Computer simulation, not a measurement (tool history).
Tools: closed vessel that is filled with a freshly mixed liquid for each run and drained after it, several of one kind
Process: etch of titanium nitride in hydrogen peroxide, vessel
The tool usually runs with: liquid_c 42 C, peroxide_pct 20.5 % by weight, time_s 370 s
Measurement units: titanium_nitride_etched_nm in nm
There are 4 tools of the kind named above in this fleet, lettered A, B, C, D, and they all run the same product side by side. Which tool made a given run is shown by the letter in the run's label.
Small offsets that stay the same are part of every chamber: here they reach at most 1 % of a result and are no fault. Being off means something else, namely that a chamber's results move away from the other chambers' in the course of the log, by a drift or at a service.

run     day  liquid_c  peroxide_pct  time_s  hours since the thermometer was replaced  hours since the peroxide flow meter was replaced  hours since the drum of peroxide was connected  read-back film thickness of the titanium nitride reference wafer, read on the same gauge (nm)  titanium_nitride_etched_nm
      0.225  -- chamber A: new drum of peroxide connected
 1B   0.379        42          20.5     370                                    2043.6                                              1333                                           240.4                                                                                         90.019                      16.998
 2D   0.758        42          20.5     370                                    1447.2                                            1860.8                                           300.8                                                                                         89.991                      16.886
 3A   1.012        42          20.5     370                                    1418.3                                             598.4                                              19                                                                                         90.006                      17.308
 4C   1.421        42          20.5     370                                     534.8                                             629.3                                           915.6                                                                                         90.023                      16.955
 5B   1.683        42          20.5     370                                    2074.9                                            1364.3                                           271.7                                                                                         90.001                      16.973
 6A   1.962        42          20.5     370                                    1441.1                                             621.2                                            41.8                                                                                         89.976                      17.143
 7D   2.179        42          20.5     370                                    1481.3                                            1894.9                                           334.9                                                                                         89.949                      16.898
 8C   2.504        49          20.5     370                                     560.8                                             655.3                                           941.6                                                                                         89.988                      28.644
 9D   2.688        49          20.5     370                                    1493.5                                            1907.1                                           347.1                                                                                         89.991                      28.367
10B   2.875        49          20.5     370                                    2103.5                                            1392.9                                           300.3                                                                                         89.997                      28.375
11C   3.204        49          20.5     370                                     577.6                                             672.1                                           958.4                                                                                         89.987                      28.968
      3.312  -- chamber C: new drum of peroxide connected
12A   3.504        42          20.5     370                                    1478.1                                             658.2                                            78.8                                                                                         90.002                      17.226
13B   3.792        42          20.5     525                                    2125.5                                            1414.9                                           322.3                                                                                         90.024                       24.03
14A   4.171        42          20.5     525                                    1494.1                                             674.2                                            94.8                                                                                         90.023                      24.273
15C   4.425        42          20.5     525                                     606.9                                             701.4                                            26.7                                                                                         90.005                      24.428
16D   4.725        42          20.5     525                                    1542.4                                              1956                                             396                                                                                         90.018                      24.011
17B   5.025        42          20.5     370                                    2155.1                                            1444.5                                           351.9                                                                                         90.003                      17.045
18D   5.271        42          20.5     370                                    1555.5                                            1969.1                                           409.1                                                                                         90.038                      17.106
19C     5.5        42          20.5     370                                     632.7                                             727.2                                            52.5                                                                                         89.997                      16.916
20A   5.721        42          20.5     370                                    1531.3                                             711.4                                             132                                                                                         89.974                      17.268
21B   6.038        42          20.5     370                                    2179.4                                            1468.8                                           376.2                                                                                         89.999                      16.779
22A   6.346        42          20.5     265                                    1546.3                                             726.4                                             147                                                                                         90.014                       12.26
23D   6.579        42          20.5     265                                    1586.9                                            2000.5                                           440.5                                                                                         90.017                      12.035
24C   6.771        42          20.5     265                                     663.2                                             757.7                                              83                                                                                         89.981                      12.272
25D   7.108        42          20.5     265                                    1599.6                                            2013.2                                           453.2                                                                                         90.028                      11.916
26A   7.417        42          20.5     370                                      1572                                             752.1                                           172.7                                                                                         89.992                      17.151
27C   7.788        42          20.5     370                                     687.6                                             782.1                                           107.4                                                                                         90.011                      17.028
28B     8.1        42          20.5     370                                    2228.9                                            1518.3                                           425.7                                                                                         89.995                      17.031
29D   8.362        42          20.5     370                                    1629.7                                            2043.3                                           483.3                                                                                         90.009                      16.619
30C   8.729        42          20.5     370                                     710.2                                             804.7                                             130                                                                                         89.989                      17.069
31B   8.983        42          20.5     490                                    2250.1                                            1539.5                                           446.9                                                                                          89.99                      22.314
32A   9.162        42          20.5     490                                    1613.9                                               794                                           214.6                                                                                         90.009                      22.652
33A   9.571        42          20.5     490                                    1623.7                                             803.8                                           224.4                                                                                         90.006                      22.683
34C   9.883        42          20.5     490                                     737.9                                             832.4                                           157.7                                                                                          90.01                      22.609
        9.9  -- chamber D: new drum of peroxide connected
     10.208  -- chamber B: thermometer replaced
35B  10.217        42          20.5     370                                       0.2                                            1569.1                                           476.5                                                                                          90.01                       16.92
36D  10.508        42          20.5     370                                    1681.2                                            2094.8                                            14.6                                                                                         89.979                      16.414
37C  10.854        42          20.5     370                                     761.2                                             855.7                                             181                                                                                         89.994                      16.987
38A  11.158      34.5          23.5     370                                    1661.8                                             841.9                                           262.5                                                                                         89.998                      9.9021
39B  11.571      34.5          23.5     370                                      32.7                                            1601.6                                             509                                                                                          89.99                      9.7169
40D  11.946      34.5          23.5     370                                    1715.7                                            2129.3                                            49.1                                                                                         90.029                      9.4179
41D  12.262      34.5          23.5     370                                    1723.3                                            2136.9                                            56.7                                                                                         90.007                      9.3831
42B  12.558        42          20.5     370                                      56.4                                            1625.3                                           532.7                                                                                         89.986                      16.873

What goes on in this fleet: one chamber off, a drifting gauge, or nothing beyond the chambers' own small offsets? Name the chamber and the cause, if any.

One chamber, D, drifts off from the rest bit by bit.
Most likely cause: liquid colder than its thermometer reads (K) = 0.589.

Here are 4 candidates for chamber D's next run, each the usual settings with a change, their results left as question marks. Which one brings its results back in line with what the others give on the usual settings?
In-line tolerance around the mean of the other chambers on the usual settings: titanium_nitride_etched_nm 0.39 nm
43D-1  12.854        42          20.5     385                                                                                                                                                                                                                                                                      ?
43D-2  12.854        42          20.5     335                                                                                                                                                                                                                                                                      ?
43D-3  12.854        42          20.5     405                                                                                                                                                                                                                                                                      ?
43D-4  12.854      41.5          20.5     365                                                                                                                                                                                                                                                                      ?

Other chambers, usual settings, mean: titanium_nitride_etched_nm 17.031 nm
  run  titanium_nitride_etched_nm
43D-1                      16.909
43D-2                      14.713
43D-3                      17.788
43D-4                      15.442
It is 43D-1 that realigns the chamber with its peers.

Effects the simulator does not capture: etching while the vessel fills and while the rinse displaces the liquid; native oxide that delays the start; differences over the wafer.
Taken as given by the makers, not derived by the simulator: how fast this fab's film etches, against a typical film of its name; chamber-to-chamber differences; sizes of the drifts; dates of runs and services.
